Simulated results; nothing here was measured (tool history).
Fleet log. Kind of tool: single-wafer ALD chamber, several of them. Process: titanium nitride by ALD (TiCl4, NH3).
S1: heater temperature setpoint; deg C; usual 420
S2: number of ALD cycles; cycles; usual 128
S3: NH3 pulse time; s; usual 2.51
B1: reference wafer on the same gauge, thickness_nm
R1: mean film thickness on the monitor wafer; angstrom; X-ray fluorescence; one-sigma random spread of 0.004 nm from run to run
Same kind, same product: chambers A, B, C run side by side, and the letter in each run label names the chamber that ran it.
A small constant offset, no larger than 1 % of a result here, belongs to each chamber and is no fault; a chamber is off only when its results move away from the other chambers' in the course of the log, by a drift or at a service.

run   hour   S1   S2    S3      B1      R1
 1A    8.8  420  128  2.51  2.7608  28.791
 2C   17.6  420  128  2.51  2.7611  28.759
 3B   29.6  420  128  2.51  2.7614  28.726
 4A   39.9  420  128  2.51  2.7611  28.835
 5B   52.4  420  128  2.51  2.7633  28.700
 6C   64.8  420  128  2.51  2.7627  28.786
 7A   74.9  420  128  2.51  2.7629  28.807
 8C   83.4  420  128  2.51  2.7633  28.795
 9B   95.8  420  128  2.51  2.7643  28.693
10C  103.9  420  128  2.51  2.7643  28.849
11A  113.9  425  137  2.51  2.7644  31.028
12B  124.7  425  137  2.51  2.7661  30.812
13A  135.9  425  137  2.51  2.7661  30.975
14B  144.8  420  128  2.51  2.7662  28.779
15C  152.8  420  128  2.51  2.7664  28.810
16A  160.6  420  128  2.51  2.7672  28.852
17B  168.9  420  128  2.51  2.7671  28.820
18C  175.6  420  128  2.51  2.7670  28.828
19A  186.7  420  128  2.51  2.7679  28.902
20C  196.5  420  128  2.51  2.7693  28.843
21B  206.1  420  128  2.51  2.7700  28.740
22A  216.9  420  128  2.51  2.7686  28.892
23C  228.3  420  128  2.51  2.7701  28.906
24B  238.4  420  128  2.51  2.7690  28.848
25A  247.0  420  128  2.51  2.7709  28.935
26C  257.7  420  128  2.51  2.7706  28.835
27B  265.9  420  128  2.51  2.7705  28.772
28C  274.0  420  128  2.51  2.7713  28.918
29A  285.5  420  128  2.51  2.7714  28.964
30B  296.4  420  128  2.51  2.7730  28.874
31A  307.4  420  128  2.51  2.7734  28.959
32B  314.1  420  128  2.51  2.7730  28.853
33C  325.9  420  128  2.51  2.7732  28.871
34C  337.2  420  149  2.51  2.7742  33.538
35B  343.4  420  149  2.51  2.7758  33.597
36A  350.4  420  149  2.51  2.7748  33.740
37B  357.0  420  128  2.51  2.7746  28.841
38A  367.2  420  128  2.51  2.7758  29.010

All chambers now run identical settings, listed one chamber a line with results as question marks. What results will each chamber show?
39A  376.3  412  128  2.51       ?
39B  376.3  412  128  2.51       ?
39C  376.3  412  128  2.51       ?

run      R1
39A  28.886
39B  28.755
39C  28.853

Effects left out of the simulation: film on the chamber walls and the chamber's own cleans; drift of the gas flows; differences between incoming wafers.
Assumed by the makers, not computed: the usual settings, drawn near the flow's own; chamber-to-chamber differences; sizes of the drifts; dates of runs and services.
